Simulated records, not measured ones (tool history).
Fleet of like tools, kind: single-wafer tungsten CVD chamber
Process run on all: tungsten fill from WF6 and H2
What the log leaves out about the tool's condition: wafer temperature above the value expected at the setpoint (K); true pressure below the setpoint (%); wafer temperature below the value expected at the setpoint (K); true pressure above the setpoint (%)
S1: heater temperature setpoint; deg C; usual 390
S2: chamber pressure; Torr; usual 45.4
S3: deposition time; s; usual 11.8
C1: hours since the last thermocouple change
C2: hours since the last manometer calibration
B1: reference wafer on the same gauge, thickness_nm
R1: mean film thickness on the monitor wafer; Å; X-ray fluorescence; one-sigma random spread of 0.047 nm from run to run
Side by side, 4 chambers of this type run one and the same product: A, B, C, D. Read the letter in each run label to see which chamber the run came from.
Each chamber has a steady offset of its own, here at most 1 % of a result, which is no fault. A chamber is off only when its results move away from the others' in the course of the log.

run	day	S1	S2	S3	C1	C2	B1	R1
1B	0.317	390	45.4	11.8	498	1143.5	30.596	343.46
2A	0.621	390	45.4	11.8	941.2	1871.6	30.59	340.25
3D	0.812	390	45.4	11.8	1324.1	1526	30.585	342.68
4C	1.125	390	45.4	11.8	798.3	361.5	30.575	345.44
5C	1.392	390	45.4	11.8	804.7	367.9	30.576	346.14
6A	1.642	390	45.4	11.8	965.7	1896.1	30.572	340.54
7D	1.862	390	45.4	11.8	1349.3	1551.2	30.566	341.25
8B	2.042	390	45.4	11.8	539.4	1184.9	30.567	343.01
9B	2.217	390	45.4	11.8	543.6	1189.1	30.557	343.01
10A	2.533	390	45.4	11.8	987.1	1917.5	30.556	340.91
11C	2.762	390	45.4	11.8	837.6	400.8	30.56	345.52
12D	2.925	390	45.4	10.6	1374.8	1576.7	30.559	306.92
13C	3.2	390	45.4	10.6	848.1	411.3	30.547	309.36
14A	3.5	390	45.4	10.6	1010.3	1940.7	30.539	305.03
15B	3.7	390	45.4	10.6	579.2	1224.7	30.543	306.8
16D	4.025	390	45.4	11.8	1401.2	1603.1	30.532	341.1
17D	4.312	390	45.4	11.8	1408.1	1610	30.536	340.85
18B	4.558	390	45.4	11.8	599.8	1245.3	30.529	341.83
19C	4.738	390	45.4	11.8	885	448.2	30.53	343.78
20A	4.979	390	45.4	11.8	1045.8	1976.2	30.522	339.19
21B	5.196	390	45.4	11.8	615.1	1260.6	30.523	341.64
22A	5.412	390	45.4	11.8	1056.2	1986.6	30.51	339.19
23D	5.704	400	45.4	11.8	1441.5	1643.4	30.513	412.77
24C	5.95	400	45.4	11.8	914.1	477.3	30.501	417.36
25C	6.242	400	45.4	11.8	921.1	484.3	30.498	415.31
26D	6.533	400	45.4	11.8	1461.4	1663.3	30.494	412.34
27A	6.858	390	45.4	11.8	1090.9	2021.3	30.488	339.64
28B	7.075	390	45.4	11.8	660.2	1305.7	30.491	341.62
29A	7.283	390	45.4	11.8	1101.1	2031.5	30.487	339.48
# day 7.292: chamber B: capacitance manometer re-zeroed and calibrated
30D	7.55	390	45.4	11.8	1485.8	1687.7	30.477	341.25
31B	7.783	390	45.4	11.8	677.2	11.8	30.474	341.33
32C	8.008	390	45.4	10.4	963.5	526.7	30.469	304
33C	8.212	390	45.4	10.4	968.4	531.6	30.462	302.15
34B	8.362	390	45.4	10.4	691.1	25.7	30.453	300.41
35D	8.675	390	45.4	10.4	1512.8	1714.7	30.461	300.56
36A	8.967	390	45.4	11.8	1141.5	2071.9	30.445	339
37B	9.246	390	45.4	11.8	712.3	46.9	30.451	340.91
38A	9.4	390	45.4	11.8	1151.9	2082.3	30.456	338.49
39C	9.646	390	45.4	11.8	1002.8	566	30.435	343.64
40D	9.804	390	45.4	11.8	1539.9	1741.8	30.436	340.63
41C	9.962	404	45.4	11.1	1010.4	573.6	30.435	419.88
42B	10.133	404	45.4	11.1	733.6	68.2	30.428	417.17

What goes on in this fleet: one chamber off, a drifting gauge, or nothing beyond the chambers' own small offsets? Name the chamber and the cause, if any.

None of the chambers is off. What moves is the gauge, dragging all their readings along together.
What lies behind it: gauge reads low (%) = 0.556.

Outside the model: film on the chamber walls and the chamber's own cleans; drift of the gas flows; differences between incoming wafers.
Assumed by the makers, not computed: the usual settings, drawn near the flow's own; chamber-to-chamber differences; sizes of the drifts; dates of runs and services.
